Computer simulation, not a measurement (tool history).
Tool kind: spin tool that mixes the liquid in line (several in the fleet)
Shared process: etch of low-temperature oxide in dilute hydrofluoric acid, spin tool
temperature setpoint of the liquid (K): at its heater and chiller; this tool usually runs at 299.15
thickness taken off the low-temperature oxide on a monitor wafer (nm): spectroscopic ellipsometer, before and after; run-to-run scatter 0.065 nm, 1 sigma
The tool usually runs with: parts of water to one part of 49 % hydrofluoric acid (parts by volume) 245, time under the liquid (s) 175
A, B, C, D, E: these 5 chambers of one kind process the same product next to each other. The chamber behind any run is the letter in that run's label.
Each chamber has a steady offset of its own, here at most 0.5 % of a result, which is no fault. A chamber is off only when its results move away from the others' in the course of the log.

run   hour  temperature setpoint of the liquid (K)  parts of water to one part of 49 % hydrofluoric acid (parts by volume)  time under the liquid (s)  read-back film thickness of the low-temperature oxide reference wafer, read on the same gauge (nm)  thickness taken off the low-temperature oxide on a monitor wafer (nm)
 1B    4.6                                  299.15                                                                     245                        175                                                                                              80.001                                                                10.7300
 2C    8.9                                  299.15                                                                     245                        175                                                                                              80.011                                                                10.6930
 3E   16.9                                  299.15                                                                     245                        175                                                                                              80.026                                                                10.5330
 4A   25.8                                  299.15                                                                     245                        175                                                                                              80.002                                                                10.5770
 5D   34.4                                  299.15                                                                     245                        175                                                                                              79.980                                                                10.6940
 6A   42.1                                  299.15                                                                     245                        175                                                                                              80.035                                                                10.4880
 7C   48.5                                  299.15                                                                     245                        175                                                                                              80.014                                                                10.6930
 8B   53.3                                  299.15                                                                     245                        220                                                                                              79.984                                                                13.1640
 9D   57.9                                  299.15                                                                     245                        220                                                                                              80.003                                                                13.2800
10E   63.6                                  299.15                                                                     245                        220                                                                                              80.016                                                                13.1890
11D   68.8                                  299.15                                                                     245                        220                                                                                              80.035                                                                13.3280
12B   74.5                                  299.15                                                                     245                        220                                                                                              79.966                                                                13.3880
13E   82.3                                  299.15                                                                     245                        175                                                                                              79.998                                                                10.6030
14A   88.2                                  299.15                                                                     245                        175                                                                                              80.000                                                                10.5980
15C   94.0                                  299.15                                                                     245                        175                                                                                              80.019                                                                10.6250
16D  101.0                                  299.15                                                                     245                        175                                                                                              80.044                                                                10.7050
17A  110.3                                  299.15                                                                     245                        175                                                                                              79.972                                                                10.5640
18E  114.9                                  299.15                                                                     245                        175                                                                                              80.005                                                                10.5590
19C  119.3                                  299.15                                                                     245                        175                                                                                              80.040                                                                10.6450
20B  125.9                                  299.15                                                                     245                        175                                                                                              79.982                                                                10.6070
21C  135.3                                  299.15                                                                     245                        175                                                                                              80.022                                                                10.6650
22A  141.4                                  299.15                                                                     245                        175                                                                                              80.028                                                                10.7380
23E  150.3                                  299.15                                                                     245                        175                                                                                              79.986                                                                10.5170
24B  159.7                                  299.15                                                                     245                        175                                                                                              79.990                                                                10.5810
25D  165.6                                  299.15                                                                     245                        175                                                                                              80.027                                                                11.0490
26C  174.2                                  299.15                                                                     245                        175                                                                                              80.026                                                                10.6890
     176.5  -- chamber B: thermometer replaced
27A  183.2                                  299.15                                                                     245                        175                                                                                              79.979                                                                10.5960
28B  187.9                                  299.15                                                                     245                        175                                                                                              79.968                                                                10.5350
29E  192.8                                  299.15                                                                     245                        175                                                                                              80.031                                                                10.5710
30D  199.8                                  299.15                                                                     245                        175                                                                                              79.993                                                                11.1080
31D  208.3                                  299.15                                                                     245                        175                                                                                              79.975                                                                11.1970
32A  213.9                                  299.15                                                                     245                        175                                                                                              79.982                                                                10.5840

Read the log: is a single chamber off, either drifting away or since a service, is the gauge that measures every chamber drifting, or is nothing wrong beyond small per-chamber offsets? Name any odd chamber and what most likely caused it.

Chamber D drifts away from the others.
Likeliest cause: hydrofluoric acid flow above the setpoint (%) = 4.94.
It could be hard to tell apart here from: liquid hotter than its thermometer reads (K).

Here are 4 candidates for chamber D's next run, each the usual settings with a change, their results left as question marks. Which one brings its results back in line with what the others give on the usual settings?
In line means no further than this from the other chambers' mean on the usual settings: thickness taken off the low-temperature oxide on a monitor wafer (nm) 0.2300
33D-1  220.7                                  300.65                                                                     245                        175                                                                                                                                                                          ?
33D-2  220.7                                  299.15                                                                     250                        170                                                                                                                                                                          ?
33D-3  220.7                                  299.15                                                                     235                        185                                                                                                                                                                          ?
33D-4  220.7                                  299.15                                                                     255                        165                                                                                                                                                                          ?

What the other chambers average on the usual settings: thickness taken off the low-temperature oxide on a monitor wafer (nm) 10.6020
  run  thickness taken off the low-temperature oxide on a monitor wafer (nm)
33D-1                                                                11.8620
33D-2                                                                10.6720
33D-3                                                                12.5340
33D-4                                                                10.1070
The answer is 33D-2, which returns the chamber to within the allowed miss of the others.

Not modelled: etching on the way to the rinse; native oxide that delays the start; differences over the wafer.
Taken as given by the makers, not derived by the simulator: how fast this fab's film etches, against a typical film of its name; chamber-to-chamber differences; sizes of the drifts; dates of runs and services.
